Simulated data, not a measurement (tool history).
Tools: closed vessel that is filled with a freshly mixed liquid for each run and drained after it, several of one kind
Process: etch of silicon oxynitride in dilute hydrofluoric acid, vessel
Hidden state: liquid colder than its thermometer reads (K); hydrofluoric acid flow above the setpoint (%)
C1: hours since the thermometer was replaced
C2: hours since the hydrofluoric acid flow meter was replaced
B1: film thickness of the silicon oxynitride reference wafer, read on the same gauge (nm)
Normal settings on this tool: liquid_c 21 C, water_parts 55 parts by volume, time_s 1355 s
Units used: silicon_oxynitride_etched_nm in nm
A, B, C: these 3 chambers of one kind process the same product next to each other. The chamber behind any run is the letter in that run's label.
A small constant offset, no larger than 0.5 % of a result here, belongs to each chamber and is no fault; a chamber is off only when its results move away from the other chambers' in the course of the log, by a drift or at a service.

{"run": "1C", "hour": 5.6, "liquid_c": 21, "water_parts": 55, "time_s": 1355, "C1": 254.4, "C2": 604.3, "B1": 49.976, "silicon_oxynitride_etched_nm": 32.17}
{"run": "2B", "hour": 10.9, "liquid_c": 21, "water_parts": 55, "time_s": 1355, "C1": 174.9, "C2": 1207.5, "B1": 50.042, "silicon_oxynitride_etched_nm": 32.179}
{"run": "3A", "hour": 17.4, "liquid_c": 21, "water_parts": 55, "time_s": 1355, "C1": 1665.1, "C2": 137.2, "B1": 49.996, "silicon_oxynitride_etched_nm": 31.63}
{"run": "4A", "hour": 24.8, "liquid_c": 21, "water_parts": 55, "time_s": 1355, "C1": 1672.5, "C2": 144.6, "B1": 49.979, "silicon_oxynitride_etched_nm": 31.699}
{"run": "5B", "hour": 31.9, "liquid_c": 21, "water_parts": 55, "time_s": 1355, "C1": 195.9, "C2": 1228.5, "B1": 50.025, "silicon_oxynitride_etched_nm": 31.758}
{"run": "6C", "hour": 37.2, "liquid_c": 21, "water_parts": 55, "time_s": 1355, "C1": 286.0, "C2": 635.9, "B1": 49.968, "silicon_oxynitride_etched_nm": 31.999}
{"run": "7A", "hour": 43.7, "liquid_c": 21, "water_parts": 55, "time_s": 1355, "C1": 1691.4, "C2": 163.5, "B1": 50.016, "silicon_oxynitride_etched_nm": 31.386}
{"run": "8C", "hour": 49.2, "liquid_c": 21, "water_parts": 55, "time_s": 1355, "C1": 298.0, "C2": 647.9, "B1": 50.006, "silicon_oxynitride_etched_nm": 31.862}
{"run": "9B", "hour": 55.2, "liquid_c": 21, "water_parts": 55, "time_s": 1355, "C1": 219.2, "C2": 1251.8, "B1": 50.001, "silicon_oxynitride_etched_nm": 31.756}
{"run": "10B", "hour": 61.7, "liquid_c": 21, "water_parts": 55, "time_s": 785, "C1": 225.7, "C2": 1258.3, "B1": 50.025, "silicon_oxynitride_etched_nm": 18.267}
{"run": "11C", "hour": 66.3, "liquid_c": 21, "water_parts": 55, "time_s": 785, "C1": 315.1, "C2": 665.0, "B1": 50.001, "silicon_oxynitride_etched_nm": 18.525}
{"run": "12A", "hour": 72.1, "liquid_c": 21, "water_parts": 55, "time_s": 785, "C1": 1719.8, "C2": 191.9, "B1": 50.032, "silicon_oxynitride_etched_nm": 18.499}
{"run": "13B", "hour": 75.4, "liquid_c": 21, "water_parts": 55, "time_s": 1355, "C1": 239.4, "C2": 1272.0, "B1": 49.97, "silicon_oxynitride_etched_nm": 31.968}
{"run": "14C", "hour": 78.8, "liquid_c": 21, "water_parts": 55, "time_s": 1355, "C1": 327.6, "C2": 677.5, "B1": 50.001, "silicon_oxynitride_etched_nm": 31.936}
{"run": "15A", "hour": 82.5, "liquid_c": 21, "water_parts": 55, "time_s": 1355, "C1": 1730.2, "C2": 202.3, "B1": 50.017, "silicon_oxynitride_etched_nm": 31.442}
{"run": "16A", "hour": 88.2, "liquid_c": 21, "water_parts": 55, "time_s": 1355, "C1": 1735.9, "C2": 208.0, "B1": 49.997, "silicon_oxynitride_etched_nm": 31.34}
{"run": "17C", "hour": 94.1, "liquid_c": 21, "water_parts": 55, "time_s": 1355, "C1": 342.9, "C2": 692.8, "B1": 50.021, "silicon_oxynitride_etched_nm": 32.457}
{"run": "18B", "hour": 101.3, "liquid_c": 21, "water_parts": 55, "time_s": 1355, "C1": 265.3, "C2": 1297.9, "B1": 50.005, "silicon_oxynitride_etched_nm": 32.031}
{"run": "19A", "hour": 104.6, "liquid_c": 21, "water_parts": 55, "time_s": 1355, "C1": 1752.3, "C2": 224.4, "B1": 49.997, "silicon_oxynitride_etched_nm": 31.456}
{"run": "20C", "hour": 108.4, "liquid_c": 21, "water_parts": 55, "time_s": 1355, "C1": 357.2, "C2": 707.1, "B1": 50.008, "silicon_oxynitride_etched_nm": 32.265}
{"run": "21B", "hour": 115.6, "liquid_c": 21, "water_parts": 55, "time_s": 1355, "C1": 279.6, "C2": 1312.2, "B1": 50.01, "silicon_oxynitride_etched_nm": 32.516}
{"run": "22B", "hour": 121.5, "liquid_c": 17, "water_parts": 55, "time_s": 1060, "C1": 285.5, "C2": 1318.1, "B1": 50.023, "silicon_oxynitride_etched_nm": 20.901}
{"run": "23C", "hour": 128.4, "liquid_c": 17, "water_parts": 55, "time_s": 1060, "C1": 377.2, "C2": 727.1, "B1": 50.032, "silicon_oxynitride_etched_nm": 20.838}
{"run": "24A", "hour": 135.1, "liquid_c": 17, "water_parts": 55, "time_s": 1060, "C1": 1782.8, "C2": 254.9, "B1": 49.981, "silicon_oxynitride_etched_nm": 19.974}
{"run": "25B", "hour": 141.8, "liquid_c": 21, "water_parts": 55, "time_s": 1355, "C1": 305.8, "C2": 1338.4, "B1": 49.99, "silicon_oxynitride_etched_nm": 33.002}
{"run": "26A", "hour": 148.9, "liquid_c": 21, "water_parts": 55, "time_s": 1355, "C1": 1796.6, "C2": 268.7, "B1": 50.023, "silicon_oxynitride_etched_nm": 31.419}
{"run": "27C", "hour": 154.9, "liquid_c": 21, "water_parts": 55, "time_s": 1355, "C1": 403.7, "C2": 753.6, "B1": 50.027, "silicon_oxynitride_etched_nm": 32.414}
{"run": "28B", "hour": 161.9, "liquid_c": 21, "water_parts": 55, "time_s": 1355, "C1": 325.9, "C2": 1358.5, "B1": 49.997, "silicon_oxynitride_etched_nm": 33.08}
{"hour": 166.3, "done": "chamber A: thermometer replaced"}
{"run": "29A", "hour": 169.1, "liquid_c": 21, "water_parts": 55, "time_s": 1355, "C1": 2.9, "C2": 288.9, "B1": 50.01, "silicon_oxynitride_etched_nm": 31.678}
{"run": "30C", "hour": 173.6, "liquid_c": 21, "water_parts": 55, "time_s": 1355, "C1": 422.4, "C2": 772.3, "B1": 49.987, "silicon_oxynitride_etched_nm": 32.04}
{"run": "31A", "hour": 177.9, "liquid_c": 21, "water_parts": 55, "time_s": 1355, "C1": 11.7, "C2": 297.7, "B1": 49.981, "silicon_oxynitride_etched_nm": 31.863}
{"run": "32B", "hour": 185.2, "liquid_c": 21, "water_parts": 55, "time_s": 1355, "C1": 349.2, "C2": 1381.8, "B1": 49.989, "silicon_oxynitride_etched_nm": 33.727}
{"run": "33C", "hour": 191.6, "liquid_c": 21, "water_parts": 55, "time_s": 1355, "C1": 440.4, "C2": 790.3, "B1": 50.023, "silicon_oxynitride_etched_nm": 31.947}
{"run": "34B", "hour": 199.1, "liquid_c": 21, "water_parts": 55, "time_s": 1355, "C1": 363.1, "C2": 1395.7, "B1": 50.013, "silicon_oxynitride_etched_nm": 33.622}
{"run": "35A", "hour": 206.6, "liquid_c": 21, "water_parts": 55, "time_s": 1930, "C1": 40.4, "C2": 326.4, "B1": 49.978, "silicon_oxynitride_etched_nm": 45.582}
{"run": "36C", "hour": 210.1, "liquid_c": 21, "water_parts": 55, "time_s": 1930, "C1": 458.9, "C2": 808.8, "B1": 49.986, "silicon_oxynitride_etched_nm": 45.881}
{"hour": 214.4, "done": "chamber C: hydrofluoric acid flow meter replaced"}
{"run": "37A", "hour": 215.0, "liquid_c": 21, "water_parts": 55, "time_s": 1930, "C1": 48.8, "C2": 334.8, "B1": 49.99, "silicon_oxynitride_etched_nm": 45.258}
{"run": "38B", "hour": 221.4, "liquid_c": 21, "water_parts": 55, "time_s": 1355, "C1": 385.4, "C2": 1418.0, "B1": 49.959, "silicon_oxynitride_etched_nm": 34.064}
{"run": "39C", "hour": 227.2, "liquid_c": 21, "water_parts": 55, "time_s": 1355, "C1": 476.0, "C2": 12.9, "B1": 49.997, "silicon_oxynitride_etched_nm": 31.729}
{"run": "40A", "hour": 230.7, "liquid_c": 21, "water_parts": 55, "time_s": 1355, "C1": 64.5, "C2": 350.5, "B1": 50.001, "silicon_oxynitride_etched_nm": 31.783}
{"run": "41B", "hour": 237.8, "liquid_c": 21, "water_parts": 55, "time_s": 1355, "C1": 401.8, "C2": 1434.4, "B1": 50.002, "silicon_oxynitride_etched_nm": 34.276}

All 3 chambers run these settings next. Forecast each chamber's results:
{"run": "42A", "hour": 243.2, "liquid_c": 21, "water_parts": 55, "time_s": 1355, "silicon_oxynitride_etched_nm": "?"}
{"run": "42B", "hour": 243.2, "liquid_c": 21, "water_parts": 55, "time_s": 1355, "silicon_oxynitride_etched_nm": "?"}
{"run": "42C", "hour": 243.2, "liquid_c": 21, "water_parts": 55, "time_s": 1355, "silicon_oxynitride_etched_nm": "?"}

run=42A silicon_oxynitride_etched_nm=32.170
run=42B silicon_oxynitride_etched_nm=34.664
run=42C silicon_oxynitride_etched_nm=31.702
